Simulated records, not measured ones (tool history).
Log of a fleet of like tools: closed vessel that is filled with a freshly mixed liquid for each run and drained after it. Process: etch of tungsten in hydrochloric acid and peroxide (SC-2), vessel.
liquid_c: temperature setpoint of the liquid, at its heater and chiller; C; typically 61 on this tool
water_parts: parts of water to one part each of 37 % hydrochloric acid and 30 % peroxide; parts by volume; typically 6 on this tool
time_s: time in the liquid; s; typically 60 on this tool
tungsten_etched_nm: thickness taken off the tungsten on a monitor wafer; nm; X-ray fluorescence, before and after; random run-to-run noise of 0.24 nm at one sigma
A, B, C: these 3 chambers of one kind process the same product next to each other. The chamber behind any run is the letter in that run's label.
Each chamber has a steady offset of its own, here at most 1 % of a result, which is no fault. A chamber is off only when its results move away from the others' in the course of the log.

run,day,liquid_c,water_parts,time_s,hours since the thermometer was replaced,hours since the chemicals flow meter was replaced,hours since the drum of peroxide was connected,"read-back film thickness of the tungsten reference wafer, read on the same gauge (nm)",tungsten_etched_nm
1B,0.192,61,6,60,216.4,603.2,461.7,49.986,29.821
2A,0.379,61,6,60,831.1,1381.8,239.5,50.019,30.027
3C,0.679,61,6,60,897.3,125.3,405,50.017,29.623
4A,0.933,61,6,60,844.4,1395.1,252.8,50.016,30.08
5C,1.233,64,6,60,910.6,138.6,418.3,49.979,35.719
6B,1.483,64,6,60,247.4,634.2,492.7,50.007,35.705
7A,1.658,64,6,60,861.8,1412.5,270.2,49.967,36.259
8B,2,61,6,60,259.8,646.6,505.1,49.99,29.857
9C,2.221,61,6,60,934.3,162.3,442,50.011,29.762
10B,2.412,61,6,60,269.7,656.5,515,49.963,29.732
11A,2.758,61,6,60,888.2,1438.9,296.6,50.053,29.223
12C,3.012,61,6,60,953.3,181.3,461,50.055,29.825
13B,3.242,61,6,60,289.6,676.4,534.9,50.017,29.127
14A,3.504,61,6,60,906.1,1456.8,314.5,49.962,29.28
15C,3.788,61,6,60,971.9,199.9,479.6,50.001,29.865
16C,4.038,61,6,60,977.9,205.9,485.6,50.027,29.814
17B,4.308,61,6,60,315.2,702,560.5,50.01,29.621
18A,4.621,61,6,60,932.9,1483.6,341.3,49.971,28.801
19B,4.8,61,6,60,327,713.8,572.3,50.007,29.602
20A,5.167,61,6,60,946,1496.7,354.4,50.017,28.753
21C,5.458,61,6,60,1012,240,519.7,49.99,30.016
22C,5.746,61,6,60,1018.9,246.9,526.6,49.982,30.016
23A,6.042,61,6,60,967,1517.7,375.4,49.984,28.939
24B,6.408,61,6,60,365.6,752.4,610.9,49.984,29.715
25B,6.583,57.5,8.5,60,369.8,756.6,615.1,49.969,17.822
26A,6.746,57.5,8.5,60,983.9,1534.6,392.3,49.999,17.743
27C,7.046,57.5,8.5,60,1050.1,278.1,557.8,50.015,17.735
28C,7.375,61,6,60,1058,286,565.7,49.995,29.918
29B,7.658,61,6,60,395.6,782.4,640.9,50.018,29.617
30A,7.925,61,6,60,1012.2,1562.9,420.6,49.987,28.334
31B,8.133,61,6,60,407,793.8,652.3,49.968,29.59
# day 8.275: chamber A: chemicals flow meter replaced
32C,8.458,52,6,60,1084,312,591.7,50.008,16.451
33A,8.767,52,6,60,1032.4,11.8,440.8,49.971,16.054
34A,9.133,52,6,60,1041.2,20.6,449.6,50.012,15.972
35C,9.412,51,6,90,1106.9,334.9,614.6,50.042,23.13
36B,9.746,51,6,90,445.7,832.5,691,49.999,23.258
37C,10.079,51,6,90,1122.9,350.9,630.6,49.96,23.195
38B,10.242,61,6,90,457.6,844.4,702.9,49.978,44.698
39A,10.5,61,6,90,1074,53.4,482.4,49.992,41.508
40A,10.725,61,6,90,1079.4,58.8,487.8,49.974,41.3
41B,10.95,61,6,60,474.6,861.4,719.9,49.998,29.335
42C,11.283,61,6,60,1151.8,379.8,659.5,49.995,29.694

Next, all 3 chambers run the settings below, one line each with question marks for the results. What does each chamber give?
43A,11.55,61,6,40,,,,,?
43B,11.55,61,6,40,,,,,?
43C,11.55,61,6,40,,,,,?

run,tungsten_etched_nm
43A,18.698
43B,19.495
43C,19.525
